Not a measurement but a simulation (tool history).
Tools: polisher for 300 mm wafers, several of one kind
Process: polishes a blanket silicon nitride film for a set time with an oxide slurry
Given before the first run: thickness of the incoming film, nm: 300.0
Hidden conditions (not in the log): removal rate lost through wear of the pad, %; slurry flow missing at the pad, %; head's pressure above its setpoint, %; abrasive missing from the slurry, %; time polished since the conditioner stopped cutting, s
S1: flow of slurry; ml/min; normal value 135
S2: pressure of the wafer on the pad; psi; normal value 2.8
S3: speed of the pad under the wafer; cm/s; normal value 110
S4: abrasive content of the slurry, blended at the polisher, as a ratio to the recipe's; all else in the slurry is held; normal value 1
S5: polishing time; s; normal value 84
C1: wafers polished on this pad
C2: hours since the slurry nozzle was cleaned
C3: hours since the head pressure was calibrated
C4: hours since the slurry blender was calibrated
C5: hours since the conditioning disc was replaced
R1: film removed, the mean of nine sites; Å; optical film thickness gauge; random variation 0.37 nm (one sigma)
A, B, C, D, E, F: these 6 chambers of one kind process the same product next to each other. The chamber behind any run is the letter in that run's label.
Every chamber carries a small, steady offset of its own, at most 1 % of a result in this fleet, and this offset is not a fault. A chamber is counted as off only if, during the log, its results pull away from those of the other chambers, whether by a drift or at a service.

run	day	S1	S2	S3	S4	S5	C1	C2	C3	C4	C5	R1
# day 0.017: chamber A: worn pad replaced by a new one
1C	0.462	135	2.8	110	1	84	469	105.8	742.3	14.1	449.8	446.90
# day 0.942: chamber B: worn pad replaced by a new one
2D	0.942	135	2.8	110	1	84	1237	216.6	862.7	86.8	88.5	443.71
# day 1.112: chamber E: worn pad replaced by a new one
3B	1.200	135	2.8	110	1	84	68	466.7	100.6	63.8	93.2	439.60
4F	1.429	135	2.8	110	1	84	1001	494.4	367.6	76.9	309.5	434.62
# day 1.575: chamber D: head pressure recalibrated
5A	1.883	135	2.8	110	1	84	494	401.5	1106.7	154.9	226.4	442.32
# day 1.896: chamber F: worn pad replaced by a new one
# day 2.000: chamber D: worn pad replaced by a new one
# day 2.196: chamber C: worn pad replaced by a new one
6E	2.321	135	3.1	124	1	84	320	120.7	1046.8	211.6	114.5	541.67
7F	2.612	135	3.1	124	1	84	190	522.8	396.0	105.3	337.9	530.00
8C	2.950	135	3.1	124	1	84	199	165.5	802.0	73.8	509.5	547.23
# day 3.062: chamber F: slurry blender recalibrated
# day 3.417: chamber C: conditioning disc replaced and pad reconditioned
9B	3.429	135	3.1	124	1	84	657	520.2	154.1	117.3	146.7	540.92
# day 3.471: chamber A: worn pad replaced by a new one
10E	3.662	135	3.1	124	1	84	674	152.9	1079.0	243.8	146.7	536.67
11A	4.121	135	3.1	124	1	84	172	455.2	1160.4	208.6	280.1	534.83
# day 4.196: chamber A: slurry blender recalibrated
12D	4.379	135	2.8	110	1	84	628	299.1	67.3	169.3	171.0	446.00
# day 4.596: chamber A: head pressure recalibrated
# day 4.650: chamber E: worn pad replaced by a new one
# day 4.742: chamber E: slurry nozzle cleaned
13D	4.750	135	2.8	140	1	103	726	308.0	76.2	178.2	179.9	656.49
14E	5.083	135	2.8	140	1	103	115	8.3	1113.1	277.9	180.8	654.50
# day 5.233: chamber C: slurry nozzle cleaned
15B	5.500	135	2.8	140	1	103	1204	569.9	203.8	167.0	196.4	654.51
# day 5.604: chamber D: conditioning disc replaced and pad reconditioned
# day 5.604: chamber B: worn pad replaced by a new one
# day 5.638: chamber E: head pressure recalibrated
# day 5.788: chamber C: worn pad replaced by a new one
16F	5.825	135	2.8	140	1	103	1039	599.9	473.1	66.3	415.0	652.45
# day 5.962: chamber F: worn pad replaced by a new one
# day 6.108: chamber D: slurry nozzle cleaned
17C	6.179	135	2.8	140	1	103	103	22.8	879.5	151.3	66.4	662.43
18A	6.675	135	2.8	140	1	103	847	516.5	49.9	59.6	341.4	650.31
19D	6.958	135	2.8	110	1	84	1310	20.5	129.2	231.2	32.6	439.44
# day 7.158: chamber A: worn pad replaced by a new one
20C	7.392	135	2.8	110	1	84	424	51.9	908.6	180.4	95.5	445.89
21F	7.746	135	2.8	110	1	84	471	646.0	519.2	112.4	461.1	434.79
# day 7.825: chamber D: worn pad replaced by a new one
# day 8.050: chamber E: worn pad replaced by a new one
22A	8.175	135	2.8	110	1	84	268	552.5	85.9	95.6	377.4	436.24
# day 8.312: chamber F: slurry blender recalibrated
23B	8.646	135	2.8	110	1	84	804	645.4	279.3	242.5	271.9	438.35
# day 8.771: chamber C: worn pad replaced by a new one
# day 8.908: chamber C: slurry blender recalibrated
24E	9.104	135	2.8	110	1	84	279	104.8	83.3	374.4	277.3	496.04
25D	9.450	135	2.8	110	1	84	429	80.3	189.0	291.0	92.4	439.13
26E	9.933	135	2.8	110	1	84	498	124.7	103.2	394.3	297.2	492.55
# day 9.950: chamber D: slurry blender recalibrated
27A	10.329	150	2.8	110	1	93	838	604.2	137.6	147.3	429.1	502.85
# day 10.558: chamber A: worn pad replaced by a new one
# day 10.612: chamber B: worn pad replaced by a new one
28B	10.717	150	2.8	110	1	93	28	695.1	329.0	292.2	321.6	500.20
# day 10.746: chamber F: worn pad replaced by a new one
29C	11.042	150	2.8	110	1	93	600	139.5	996.2	51.2	183.1	496.25
# day 11.279: chamber E: worn pad replaced by a new one
# day 11.462: chamber F: conditioning disc replaced and pad reconditioned
30F	11.533	150	2.8	110	1	93	209	736.9	610.1	77.4	1.7	489.46
# day 11.675: chamber C: worn pad replaced by a new one
31A	11.988	150	2.8	110	1	93	377	644.0	177.4	187.1	468.9	492.54
# day 12.004: chamber A: conditioning disc replaced and pad reconditioned
# day 12.250: chamber E: slurry blender recalibrated
32F	12.350	150	2.8	110	1	93	424	756.5	629.7	97.0	21.3	497.11
# day 12.542: chamber E: slurry nozzle cleaned
# day 12.658: chamber C: slurry nozzle cleaned
# day 12.675: chamber B: slurry nozzle cleaned
33C	12.838	135	2.8	110	1	84	307	4.3	1039.3	94.3	226.2	448.59
34B	13.233	110	2.8	110	1	59	693	13.4	389.4	352.6	382.0	300.06
# day 13.346: chamber A: slurry blender recalibrated
# day 13.425: chamber F: slurry blender recalibrated
# day 13.512: chamber F: slurry nozzle cleaned
35D	13.704	110	2.8	110	1	59	1554	182.4	291.1	90.2	194.5	301.48
# day 13.879: chamber D: worn pad replaced by a new one
36E	14.029	110	2.8	110	1	59	727	35.8	201.5	42.8	395.5	329.23
# day 14.188: chamber B: head pressure recalibrated
# day 14.300: chamber A: worn pad replaced by a new one
# day 14.329: chamber A: slurry nozzle cleaned
# day 14.396: chamber D: conditioning disc replaced and pad reconditioned
37C	14.504	110	2.8	110	1	59	748	44.3	1079.3	134.3	266.2	301.44
38E	14.746	110	2.8	110	1	59	916	53.0	218.7	60.0	412.7	335.79
# day 15.100: chamber C: worn pad replaced by a new one
39A	15.200	110	2.8	110	1	59	238	21.0	254.5	44.5	76.7	298.88
# day 15.421: chamber F: worn pad replaced by a new one
40B	15.446	135	2.8	126	1	57	1278	66.5	30.3	405.7	435.1	334.25
41D	15.708	135	2.8	126	1	57	484	230.5	339.2	138.3	31.5	333.22
42F	16.021	135	2.8	126	1	57	158	60.2	717.8	62.4	109.4	331.85
43C	16.275	135	2.8	126	1	57	311	86.8	1121.8	176.8	308.7	342.50

Is one chamber out of step, is the gauge drifting, or do the chambers differ by no more than their own small offsets? For an off chamber, give its letter and the likeliest cause.

A service left chamber E off against the others.
What lies behind it: head's pressure above its setpoint, % = 11.8.

Which of the 4 candidates below, each the usual settings with something changed and its results left as question marks, puts chamber E back in line with what the other chambers give on the usual settings?
In line here means within this much of the mean the other chambers give on the usual settings: R1 13.00 Å
44E-1	16.633	135	2.5	110	1	84						?
44E-2	16.633	135	3.1	110	1	91						?
44E-3	16.633	135	2.6	104	1	79						?
44E-4	16.633	135	3.1	110	1	84						?

The mean the other chambers reach with the usual settings: R1 442.71 Å
run	R1
44E-1	440.20
44E-2	591.03
44E-3	411.78
44E-4	545.56
The right change is 44E-1: it brings the chamber back within the allowed miss of the others.

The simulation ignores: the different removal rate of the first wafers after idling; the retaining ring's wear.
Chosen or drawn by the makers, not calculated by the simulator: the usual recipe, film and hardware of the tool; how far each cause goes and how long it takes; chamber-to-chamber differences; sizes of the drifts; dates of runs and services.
